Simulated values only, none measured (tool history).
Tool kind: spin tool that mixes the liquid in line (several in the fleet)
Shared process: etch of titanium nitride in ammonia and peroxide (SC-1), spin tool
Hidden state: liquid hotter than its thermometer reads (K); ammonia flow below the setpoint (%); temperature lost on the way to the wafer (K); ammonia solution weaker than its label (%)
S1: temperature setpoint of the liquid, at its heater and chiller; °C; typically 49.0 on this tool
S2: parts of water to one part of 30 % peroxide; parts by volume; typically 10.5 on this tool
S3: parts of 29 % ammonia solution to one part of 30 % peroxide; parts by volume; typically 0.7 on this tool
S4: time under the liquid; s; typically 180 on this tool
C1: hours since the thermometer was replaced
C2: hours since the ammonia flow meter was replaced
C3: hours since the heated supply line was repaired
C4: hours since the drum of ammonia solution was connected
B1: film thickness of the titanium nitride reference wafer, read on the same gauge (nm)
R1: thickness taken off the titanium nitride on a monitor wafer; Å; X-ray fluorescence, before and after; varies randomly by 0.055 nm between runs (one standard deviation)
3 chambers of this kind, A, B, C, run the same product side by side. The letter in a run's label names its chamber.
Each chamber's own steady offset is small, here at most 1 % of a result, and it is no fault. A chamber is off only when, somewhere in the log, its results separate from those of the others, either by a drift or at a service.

run	hour	S1	S2	S3	S4	C1	C2	C3	C4	B1	R1
1A	9.4	49.0	10.5	0.7	180	524.9	130.3	1161.8	616.7	99.947	80.703
2B	15.5	49.0	10.5	0.7	180	624.8	674.4	587.9	237.2	99.979	79.872
3C	26.0	49.0	10.5	0.7	180	516.1	163.5	2263.7	131.1	100.030	79.817
4B	31.8	49.0	10.5	0.7	180	641.1	690.7	604.2	253.5	99.998	80.417
5C	42.7	49.0	10.5	0.7	180	532.8	180.2	2280.4	147.8	100.030	80.113
6A	49.2	49.0	10.5	0.7	180	564.7	170.1	1201.6	656.5	99.934	79.049
7B	55.3	49.0	10.5	0.7	180	664.6	714.2	627.7	277.0	100.030	79.857
8A	61.4	49.0	10.5	0.7	180	576.9	182.3	1213.8	668.7	99.965	79.938
9C	72.8	49.0	10.5	0.7	180	562.9	210.3	2310.5	177.9	100.020	80.376
10B	78.7	49.0	10.5	0.7	180	688.0	737.6	651.1	300.4	99.988	79.058
11C	85.7	49.0	10.5	0.7	180	575.8	223.2	2323.4	190.8	99.957	79.610
12A	96.8	49.0	10.5	0.7	180	612.3	217.7	1249.2	704.1	100.010	79.164
# hour 106.0: chamber A: thermometer replaced
13B	107.5	43.0	10.5	0.7	180	716.8	766.4	679.9	329.2	99.973	52.822
14C	116.5	43.0	10.5	0.7	180	606.6	254.0	2354.2	221.6	100.040	51.615
15A	126.2	43.0	10.5	0.7	180	20.2	247.1	1278.6	733.5	99.970	52.209
# hour 132.4: chamber C: new drum of ammonia solution connected
16B	136.1	49.0	10.5	0.7	180	745.4	795.0	708.5	357.8	100.060	82.996
17C	146.4	49.0	10.5	0.7	180	636.5	283.9	2384.1	14.0	99.951	79.658
18A	151.4	49.0	10.5	0.7	180	45.4	272.3	1303.8	758.7	99.998	80.212
19B	162.0	49.0	10.5	0.7	180	771.3	820.9	734.4	383.7	99.956	84.427
20A	168.4	58.5	10.5	0.8	180	62.4	289.3	1320.8	775.7	99.961	154.390
21C	176.2	58.5	10.5	0.8	180	666.3	313.7	2413.9	43.8	99.987	155.980
22A	182.9	58.5	10.5	0.8	180	76.9	303.8	1335.3	790.2	99.996	154.490

One chamber off, gauge drift, or nothing amiss beyond the chambers' own small offsets? If it is a chamber, which one, and what is the likeliest cause?

It is chamber B that slowly wanders off from its peers.
What lies behind it: liquid hotter than its thermometer reads (K) = 1.16.

Chamber B could run next with any of the 4 candidate recipes listed below; each alters the usual settings, and their results appear as question marks. Which one brings its results back in line with what the other chambers deliver on the usual settings?
A result is in line if it is within this distance of the other chambers' mean on the usual settings: R1 1.900 Å
23B-1	191.1	49.0	10.5	0.7	165						?
23B-2	191.1	48.5	10.5	0.7	180						?
23B-3	191.1	49.0	10.5	0.7	195						?
23B-4	191.1	49.0	10.5	0.7	185						?

Usual-settings mean across the other chambers: R1 80.000 Å
run	R1
23B-1	79.545
23B-2	83.804
23B-3	94.008
23B-4	89.187
Change 23B-1 lands the chamber within the allowed miss of the other chambers.
